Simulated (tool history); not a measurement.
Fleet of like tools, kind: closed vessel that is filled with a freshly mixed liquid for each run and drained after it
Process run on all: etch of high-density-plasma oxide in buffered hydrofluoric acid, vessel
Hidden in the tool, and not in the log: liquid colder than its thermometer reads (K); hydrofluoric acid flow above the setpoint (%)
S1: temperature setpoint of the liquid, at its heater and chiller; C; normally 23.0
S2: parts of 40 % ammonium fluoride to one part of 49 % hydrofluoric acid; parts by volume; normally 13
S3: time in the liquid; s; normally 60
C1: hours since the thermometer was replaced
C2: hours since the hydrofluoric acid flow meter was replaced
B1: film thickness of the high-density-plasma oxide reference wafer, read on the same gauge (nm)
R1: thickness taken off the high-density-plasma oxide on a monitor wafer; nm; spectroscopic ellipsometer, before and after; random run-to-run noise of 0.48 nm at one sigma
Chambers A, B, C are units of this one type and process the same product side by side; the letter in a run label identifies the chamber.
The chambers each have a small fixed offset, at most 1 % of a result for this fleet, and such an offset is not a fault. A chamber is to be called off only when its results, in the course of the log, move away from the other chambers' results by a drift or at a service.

| run | hour | S1 | S2 | S3 | C1 | C2 | B1 | R1 |
|---|---|---|---|---|---|---|---|---|
| 1A | 7.0 | 23.0 | 13 | 60 | 1346.6 | 218.8 | 110.00 | 89.557 |
| 2B | 13.8 | 23.0 | 13 | 60 | 721.7 | 62.9 | 110.01 | 89.765 |
| 3C | 21.9 | 23.0 | 13 | 60 | 1380.9 | 1197.0 | 110.00 | 89.233 |
| 4A | 33.0 | 23.0 | 13 | 60 | 1372.6 | 244.8 | 110.00 | 88.487 |
| 5B | 42.7 | 23.0 | 13 | 60 | 750.6 | 91.8 | 109.99 | 89.596 |
| 6C | 51.4 | 23.0 | 11 | 60 | 1410.4 | 1226.5 | 109.99 | 105.760 |
| 7A | 62.0 | 23.0 | 11 | 60 | 1401.6 | 273.8 | 109.98 | 105.510 |
| 8B | 75.1 | 23.0 | 11 | 60 | 783.0 | 124.2 | 110.00 | 106.190 |
| 9C | 87.4 | 21.0 | 13 | 60 | 1446.4 | 1262.5 | 109.98 | 80.119 |
| 10A | 95.3 | 21.0 | 13 | 60 | 1434.9 | 307.1 | 110.02 | 80.011 |
| 11C | 101.8 | 21.0 | 13 | 60 | 1460.8 | 1276.9 | 109.98 | 80.823 |
| 12B | 112.6 | 23.0 | 13 | 60 | 820.5 | 161.7 | 110.01 | 89.327 |
| 13B | 119.9 | 23.0 | 13 | 60 | 827.8 | 169.0 | 110.00 | 90.532 |
| 14C | 127.5 | 23.0 | 13 | 60 | 1486.5 | 1302.6 | 110.01 | 89.886 |
| 15A | 134.2 | 23.0 | 13 | 60 | 1473.8 | 346.0 | 109.99 | 89.018 |
| 16A | 144.1 | 23.0 | 13 | 60 | 1483.7 | 355.9 | 110.01 | 88.887 |
| 17C | 153.5 | 23.0 | 13 | 60 | 1512.5 | 1328.6 | 109.99 | 89.624 |
| 18B | 160.7 | 23.0 | 13 | 60 | 868.6 | 209.8 | 109.99 | 90.024 |
| 19C | 169.4 | 23.0 | 13 | 60 | 1528.4 | 1344.5 | 110.01 | 89.426 |
| 20B | 181.8 | 23.0 | 13 | 60 | 889.7 | 230.9 | 110.01 | 90.922 |
|  | 186.4 | chamber A: thermometer replaced |
| 21A | 192.6 | 23.0 | 13 | 60 | 6.3 | 404.4 | 109.98 | 88.841 |
| 22B | 204.4 | 23.0 | 13 | 60 | 912.3 | 253.5 | 110.00 | 89.967 |
| 23C | 216.9 | 23.0 | 13 | 60 | 1575.9 | 1392.0 | 110.00 | 89.254 |
| 24A | 228.7 | 20.5 | 13 | 85 | 42.4 | 440.5 | 110.00 | 109.860 |

Next, all 3 chambers run the settings below, one line each with question marks for the results. What does each chamber give?
| 25A | 238.5 | 23.0 | 13 | 60 |  |  |  | ? |
| 25B | 238.5 | 23.0 | 13 | 60 |  |  |  | ? |
| 25C | 238.5 | 23.0 | 13 | 60 |  |  |  | ? |

| run | R1 |
|---|---|
| 25A | 88.654 |
| 25B | 90.078 |
| 25C | 88.901 |
